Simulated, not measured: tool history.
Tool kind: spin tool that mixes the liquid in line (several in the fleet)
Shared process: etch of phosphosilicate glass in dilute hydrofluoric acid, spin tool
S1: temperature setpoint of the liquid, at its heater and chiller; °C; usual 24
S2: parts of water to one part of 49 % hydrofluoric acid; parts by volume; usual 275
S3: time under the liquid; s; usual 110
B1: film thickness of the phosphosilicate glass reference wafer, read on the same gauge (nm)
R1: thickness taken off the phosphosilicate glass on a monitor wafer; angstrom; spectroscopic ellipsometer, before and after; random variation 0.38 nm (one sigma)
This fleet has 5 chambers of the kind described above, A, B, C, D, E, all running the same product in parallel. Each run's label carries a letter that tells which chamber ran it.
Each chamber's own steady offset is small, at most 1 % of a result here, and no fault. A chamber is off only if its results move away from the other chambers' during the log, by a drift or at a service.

run   hour  S1   S2   S3      B1      R1
 1B    8.6  24  275  110  30.005  544.98
 2D   14.5  24  275  110  30.022  549.48
 3E   25.4  24  275  110  30.011  559.64
 4A   31.6  24  275  110  29.984  551.46
 5C   38.8  24  395  145  30.001  447.11
 6C   47.1  24  395  145  30.008  442.44
 7D   58.9  24  395  145  30.013  448.58
 8E   66.8  24  395  145  30.008  455.95
 9A   73.1  24  395  145  29.997  455.73
10B   81.1  24  275  110  30.002  549.45
11C   94.1  24  275  110  30.016  550.28
12A  105.6  24  275  110  29.988  549.48
13D  114.9  24  275  110  30.009  545.89
14B  121.8  24  275   90  30.003  447.46
15E  133.0  24  275   90  29.995  456.40
16E  144.9  24  275   90  30.002  455.87
17D  155.5  24  275   90  29.985  454.94
18A  166.3  24  275   90  30.010  449.31
19C  178.9  24  275  110  29.971  545.08
20B  188.5  24  275  110  29.998  553.55
21A  199.9  24  275  110  30.004  552.82
     207.4  -- chamber E: thermometer replaced
22C  208.6  24  275  110  29.992  559.09
23D  218.1  24  275  110  29.992  550.19
24B  228.7  24  275  110  30.007  539.45
25E  234.6  24  275  110  30.008  555.91
26D  241.6  24  275  110  30.002  552.33
27A  253.2  24  275  110  29.988  552.88
28E  264.5  24  275  110  30.021  557.89
29C  276.7  24  275  110  29.989  539.34
30B  284.1  24  275  110  30.002  547.33
31A  291.9  24  275  110  30.003  551.99
     296.7  -- chamber D: hydrofluoric acid flow meter replaced
32B  300.9  24  275  110  29.984  545.95
33D  313.5  24  275  110  30.006  556.68
34E  325.0  24  275  110  30.013  562.39
35C  332.3  24  275  110  30.001  545.64
36D  345.5  24  275  110  30.012  557.27
37B  351.7  24  275  110  30.014  551.98
     360.0  -- chamber A: thermometer replaced
38A  362.6  24  275  110  29.995  549.28
39E  373.5  24  275  110  29.981  554.71
40C  380.2  24  275  110  30.011  552.03
41D  390.8  24  230  110  29.996  691.96
42C  399.6  24  230  110  29.993  686.52

For the next run the whole fleet of 5 chambers uses the same settings. Give each chamber's results:
43A  409.0  28  275  110       ?
43B  409.0  28  275  110       ?
43C  409.0  28  275  110       ?
43D  409.0  28  275  110       ?
43E  409.0  28  275  110       ?

run      R1
43A  629.22
43B  626.84
43C  629.62
43D  640.10
43E  641.23
